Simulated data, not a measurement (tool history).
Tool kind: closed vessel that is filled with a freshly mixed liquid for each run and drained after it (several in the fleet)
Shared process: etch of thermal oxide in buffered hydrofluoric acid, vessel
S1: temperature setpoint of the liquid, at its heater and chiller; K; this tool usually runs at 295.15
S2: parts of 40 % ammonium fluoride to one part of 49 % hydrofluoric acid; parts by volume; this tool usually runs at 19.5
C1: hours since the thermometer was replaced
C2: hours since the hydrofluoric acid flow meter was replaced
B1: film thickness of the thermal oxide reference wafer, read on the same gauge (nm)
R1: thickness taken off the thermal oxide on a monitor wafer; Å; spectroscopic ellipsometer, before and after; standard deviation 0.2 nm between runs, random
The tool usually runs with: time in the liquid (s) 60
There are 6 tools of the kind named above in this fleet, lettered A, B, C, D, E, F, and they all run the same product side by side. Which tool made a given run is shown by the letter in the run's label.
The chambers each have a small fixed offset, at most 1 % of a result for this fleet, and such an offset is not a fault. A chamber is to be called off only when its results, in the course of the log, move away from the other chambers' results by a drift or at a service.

run 1E hour=3 | S1=295.15 S2=19.5 time_in_the_liquid_(s)=60 | C1=70.3 C2=758.4 | B1=120 | R1=319.33
run 2F hour=6.7 | S1=295.15 S2=19.5 time_in_the_liquid_(s)=60 | C1=1136.4 C2=860.6 | B1=120 | R1=313.31
run 3D hour=10.2 | S1=295.15 S2=19.5 time_in_the_liquid_(s)=60 | C1=643.5 C2=891.4 | B1=120.01 | R1=309.32
run 4A hour=12.8 | S1=295.15 S2=19.5 time_in_the_liquid_(s)=60 | C1=353.5 C2=1163.9 | B1=120.01 | R1=311.67
-- hour=15.4 chamber C: thermometer replaced
run 5C hour=17.9 | S1=295.15 S2=19.5 time_in_the_liquid_(s)=60 | C1=2.5 C2=899.9 | B1=120 | R1=312.45
run 6B hour=21.7 | S1=295.15 S2=19.5 time_in_the_liquid_(s)=60 | C1=436.2 C2=1303.3 | B1=119.99 | R1=313.71
run 7D hour=26.8 | S1=295.15 S2=19.5 time_in_the_liquid_(s)=60 | C1=660.1 C2=908 | B1=120.01 | R1=313.89
run 8C hour=29.7 | S1=295.15 S2=19.5 time_in_the_liquid_(s)=60 | C1=14.3 C2=911.7 | B1=120 | R1=311.54
run 9A hour=34.5 | S1=295.15 S2=19.5 time_in_the_liquid_(s)=60 | C1=375.2 C2=1185.6 | B1=120 | R1=309.71
run 10E hour=39.3 | S1=295.15 S2=19.5 time_in_the_liquid_(s)=60 | C1=106.6 C2=794.7 | B1=120 | R1=314.09
run 11F hour=43.9 | S1=295.15 S2=19.5 time_in_the_liquid_(s)=60 | C1=1173.6 C2=897.8 | B1=120.02 | R1=311.02
run 12B hour=47.5 | S1=295.15 S2=19.5 time_in_the_liquid_(s)=60 | C1=462 C2=1329.1 | B1=119.99 | R1=312.77
run 13B hour=51.4 | S1=295.15 S2=19.5 time_in_the_liquid_(s)=60 | C1=465.9 C2=1333 | B1=119.99 | R1=315.07
run 14C hour=55.9 | S1=295.15 S2=19.5 time_in_the_liquid_(s)=60 | C1=40.5 C2=937.9 | B1=120 | R1=309.25
run 15D hour=60.9 | S1=295.15 S2=19.5 time_in_the_liquid_(s)=60 | C1=694.2 C2=942.1 | B1=119.99 | R1=313.39
run 16A hour=64.9 | S1=295.15 S2=19.5 time_in_the_liquid_(s)=60 | C1=405.6 C2=1216 | B1=120 | R1=309.6
run 17F hour=68.7 | S1=295.15 S2=19.5 time_in_the_liquid_(s)=60 | C1=1198.4 C2=922.6 | B1=120.01 | R1=313.95
run 18E hour=72.6 | S1=295.15 S2=19.5 time_in_the_liquid_(s)=60 | C1=139.9 C2=828 | B1=120 | R1=314.65
run 19A hour=76.6 | S1=295.15 S2=19.5 time_in_the_liquid_(s)=60 | C1=417.3 C2=1227.7 | B1=120.01 | R1=308.74
run 20C hour=81.3 | S1=295.15 S2=19.5 time_in_the_liquid_(s)=60 | C1=65.9 C2=963.3 | B1=120 | R1=309.92
run 21E hour=85.9 | S1=295.15 S2=19.5 time_in_the_liquid_(s)=45 | C1=153.2 C2=841.3 | B1=119.98 | R1=234.81
run 22D hour=89.7 | S1=295.15 S2=19.5 time_in_the_liquid_(s)=45 | C1=723 C2=970.9 | B1=120 | R1=235.12
run 23F hour=92.3 | S1=295.15 S2=19.5 time_in_the_liquid_(s)=45 | C1=1222 C2=946.2 | B1=120 | R1=233.66
run 24B hour=96.9 | S1=295.15 S2=19.5 time_in_the_liquid_(s)=45 | C1=511.4 C2=1378.5 | B1=119.98 | R1=236.56
run 25A hour=101.2 | S1=295.15 S2=19.5 time_in_the_liquid_(s)=45 | C1=441.9 C2=1252.3 | B1=120.02 | R1=230.48
run 26E hour=105.7 | S1=295.15 S2=19.5 time_in_the_liquid_(s)=45 | C1=173 C2=861.1 | B1=120.01 | R1=233.42
run 27C hour=111.2 | S1=295.15 S2=19.5 time_in_the_liquid_(s)=60 | C1=95.8 C2=993.2 | B1=120 | R1=311.14
run 28B hour=115.1 | S1=295.15 S2=27 time_in_the_liquid_(s)=60 | C1=529.6 C2=1396.7 | B1=120 | R1=249
run 29D hour=120.6 | S1=295.15 S2=27 time_in_the_liquid_(s)=60 | C1=753.9 C2=1001.8 | B1=120.01 | R1=247.8
run 30F hour=123.2 | S1=295.15 S2=27 time_in_the_liquid_(s)=60 | C1=1252.9 C2=977.1 | B1=120.01 | R1=247.89
run 31F hour=125.9 | S1=295.15 S2=27 time_in_the_liquid_(s)=60 | C1=1255.6 C2=979.8 | B1=119.98 | R1=247.96
run 32A hour=131.3 | S1=295.15 S2=27 time_in_the_liquid_(s)=60 | C1=472 C2=1282.4 | B1=120.01 | R1=247.48
run 33C hour=135.4 | S1=295.15 S2=27 time_in_the_liquid_(s)=60 | C1=120 C2=1017.4 | B1=120.02 | R1=245.59
run 34D hour=138.8 | S1=295.15 S2=19.5 time_in_the_liquid_(s)=60 | C1=772.1 C2=1020 | B1=119.99 | R1=312.79
run 35E hour=142.1 | S1=295.15 S2=19.5 time_in_the_liquid_(s)=60 | C1=209.4 C2=897.5 | B1=120 | R1=312.03
run 36B hour=146 | S1=295.15 S2=19.5 time_in_the_liquid_(s)=60 | C1=560.5 C2=1427.6 | B1=120 | R1=312.21
run 37E hour=151.3 | S1=295.15 S2=19.5 time_in_the_liquid_(s)=60 | C1=218.6 C2=906.7 | B1=120.01 | R1=311.41
run 38A hour=156 | S1=295.15 S2=19.5 time_in_the_liquid_(s)=60 | C1=496.7 C2=1307.1 | B1=120.02 | R1=308.7
run 39C hour=159.9 | S1=295.15 S2=19.5 time_in_the_liquid_(s)=60 | C1=144.5 C2=1041.9 | B1=120.01 | R1=316.13
run 40B hour=164.4 | S1=290.15 S2=19.5 time_in_the_liquid_(s)=60 | C1=578.9 C2=1446 | B1=120 | R1=239.27
run 41D hour=169.3 | S1=290.15 S2=19.5 time_in_the_liquid_(s)=60 | C1=802.6 C2=1050.5 | B1=120.02 | R1=234.38
run 42F hour=173.2 | S1=290.15 S2=19.5 time_in_the_liquid_(s)=60 | C1=1302.9 C2=1027.1 | B1=120 | R1=231.3
run 43A hour=176.1 | S1=290.15 S2=19.5 time_in_the_liquid_(s)=60 | C1=516.8 C2=1327.2 | B1=120 | R1=231.47

For the next run the whole fleet of 6 chambers uses the same settings. Give each chamber's results:
run 44A hour=180.2 | S1=295.15 S2=19.5 time_in_the_liquid_(s)=60 | R1=?
run 44B hour=180.2 | S1=295.15 S2=19.5 time_in_the_liquid_(s)=60 | R1=?
run 44C hour=180.2 | S1=295.15 S2=19.5 time_in_the_liquid_(s)=60 | R1=?
run 44D hour=180.2 | S1=295.15 S2=19.5 time_in_the_liquid_(s)=60 | R1=?
run 44E hour=180.2 | S1=295.15 S2=19.5 time_in_the_liquid_(s)=60 | R1=?
run 44F hour=180.2 | S1=295.15 S2=19.5 time_in_the_liquid_(s)=60 | R1=?

run=44A R1=312.55
run=44B R1=312.03
run=44C R1=308.15
run=44D R1=313.75
run=44E R1=312.77
run=44F R1=311.38

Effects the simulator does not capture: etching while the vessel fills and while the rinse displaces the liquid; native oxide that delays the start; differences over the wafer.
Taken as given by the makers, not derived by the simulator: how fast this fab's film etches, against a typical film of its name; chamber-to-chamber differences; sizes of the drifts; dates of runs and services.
